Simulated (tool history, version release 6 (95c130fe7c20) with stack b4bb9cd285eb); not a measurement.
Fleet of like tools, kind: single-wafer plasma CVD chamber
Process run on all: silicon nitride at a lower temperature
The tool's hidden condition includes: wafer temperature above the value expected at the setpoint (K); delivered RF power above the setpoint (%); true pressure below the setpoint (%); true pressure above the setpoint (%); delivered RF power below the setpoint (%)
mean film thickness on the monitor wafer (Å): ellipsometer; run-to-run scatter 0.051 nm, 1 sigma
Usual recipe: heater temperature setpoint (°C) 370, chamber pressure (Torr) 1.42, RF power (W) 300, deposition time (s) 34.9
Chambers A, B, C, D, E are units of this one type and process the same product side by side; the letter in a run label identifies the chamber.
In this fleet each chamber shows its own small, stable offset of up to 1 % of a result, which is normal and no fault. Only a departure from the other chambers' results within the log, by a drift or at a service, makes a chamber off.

run,day,heater temperature setpoint (°C),chamber pressure (Torr),RF power (W),deposition time (s),hours since the last thermocouple change,hours since the last RF generator calibration,hours since the last manometer calibration,"read-back reference wafer on the same gauge, thickness_nm",mean film thickness on the monitor wafer (Å)
1C,0.338,370,1.42,300,34.9,10.9,2303.0,1212.4,40.304,395.48
# day 0.371: chamber B: thermocouple changed; heater temperature recalibrated
2D,0.721,370,1.42,300,34.9,1189.2,49.7,2072.1,40.286,392.53
# day 0.829: chamber C: RF generator calibrated
3A,1.029,370,1.42,300,34.9,966.0,632.5,1266.5,40.271,392.90
4E,1.388,370,1.42,300,34.9,106.7,1753.9,108.4,40.263,391.82
5B,1.579,370,1.42,300,34.9,29.0,520.6,604.6,40.280,393.21
6C,1.771,370,1.42,300,34.9,45.3,22.7,1246.8,40.277,395.15
7B,2.121,370,1.42,300,34.9,42.0,533.6,617.6,40.274,392.95
8D,2.458,370,1.42,300,34.9,1230.9,91.4,2113.8,40.269,393.19
9A,2.883,370,1.61,270,34.9,1010.5,677.0,1311.0,40.252,377.82
10E,3.221,370,1.61,270,34.9,150.7,1797.9,152.4,40.241,377.50
11E,3.583,370,1.61,270,34.9,159.4,1806.6,161.1,40.240,377.07
12C,3.983,370,1.61,270,34.9,98.4,75.8,1299.9,40.236,381.56
13A,4.279,370,1.61,270,34.9,1044.0,710.5,1344.5,40.235,378.53
14B,4.467,370,1.42,300,34.9,98.3,589.9,673.9,40.222,391.82
15D,4.658,357,1.42,300,34.9,1283.7,144.2,2166.6,40.223,394.84
16B,5.000,357,1.42,300,34.9,111.1,602.7,686.7,40.230,393.84
17C,5.367,357,1.42,300,34.9,131.6,109.0,1333.1,40.217,396.88
18E,5.688,357,1.42,300,34.9,209.9,1857.1,211.6,40.213,392.96
19A,6.008,357,1.42,300,34.9,1085.5,752.0,1386.0,40.199,394.13
20D,6.283,370,1.42,300,34.9,1322.7,183.2,2205.6,40.204,392.53
21B,6.558,370,1.42,300,34.9,148.5,640.1,724.1,40.209,392.29
22D,6.808,370,1.42,300,34.9,1335.3,195.8,2218.2,40.185,391.96
23E,7.054,370,1.42,300,34.9,242.7,1889.9,244.4,40.175,391.57
24C,7.342,370,1.42,300,34.9,179.0,156.4,1380.5,40.185,394.48
25A,7.658,370,1.42,300,34.9,1125.1,791.6,1425.6,40.185,391.96
26C,7.858,370,1.42,300,34.9,191.4,168.8,1392.9,40.171,394.86
27A,8.117,370,1.42,300,34.9,1136.1,802.6,1436.6,40.169,392.06
28D,8.375,370,1.42,300,34.9,1372.9,233.4,2255.8,40.170,392.87
29B,8.783,370,1.42,300,34.9,201.9,693.5,777.5,40.170,391.80
30E,9.125,381,1.42,260,34.9,292.4,1939.6,294.1,40.150,351.40
31E,9.504,381,1.42,260,34.9,301.5,1948.7,303.2,40.143,350.96
32B,9.738,381,1.42,260,34.9,224.8,716.4,800.4,40.134,353.11
33A,10.033,381,1.42,260,34.9,1182.1,848.6,1482.6,40.139,353.48
34C,10.433,381,1.42,260,34.9,253.2,230.6,1454.7,40.125,356.56
35D,10.850,370,1.42,300,34.9,1432.3,292.8,2315.2,40.112,392.30
36B,11.192,370,1.42,300,34.9,259.7,751.3,835.3,40.132,391.12
37A,11.512,370,1.42,300,34.9,1217.6,884.1,1518.1,40.107,390.47
38E,11.779,370,1.42,300,34.9,356.1,2003.3,357.8,40.112,390.06
39C,12.042,370,1.42,300,34.9,291.8,269.2,1493.3,40.119,394.01
40D,12.292,370,1.42,300,34.9,1466.9,327.4,2349.8,40.095,392.25
41B,12.558,370,1.42,300,34.9,292.5,784.1,868.1,40.093,390.79
42D,12.788,370,1.42,300,34.9,1478.8,339.3,2361.7,40.100,392.16

Predict what each chamber gives when all 5 of them run the settings below next.
43A,13.092,370,1.42,300,37.4,,,,,?
43B,13.092,370,1.42,300,37.4,,,,,?
43C,13.092,370,1.42,300,37.4,,,,,?
43D,13.092,370,1.42,300,37.4,,,,,?
43E,13.092,370,1.42,300,37.4,,,,,?

run,mean film thickness on the monitor wafer (Å)
43A,419.87
43B,418.58
43C,422.52
43D,419.99
43E,417.12

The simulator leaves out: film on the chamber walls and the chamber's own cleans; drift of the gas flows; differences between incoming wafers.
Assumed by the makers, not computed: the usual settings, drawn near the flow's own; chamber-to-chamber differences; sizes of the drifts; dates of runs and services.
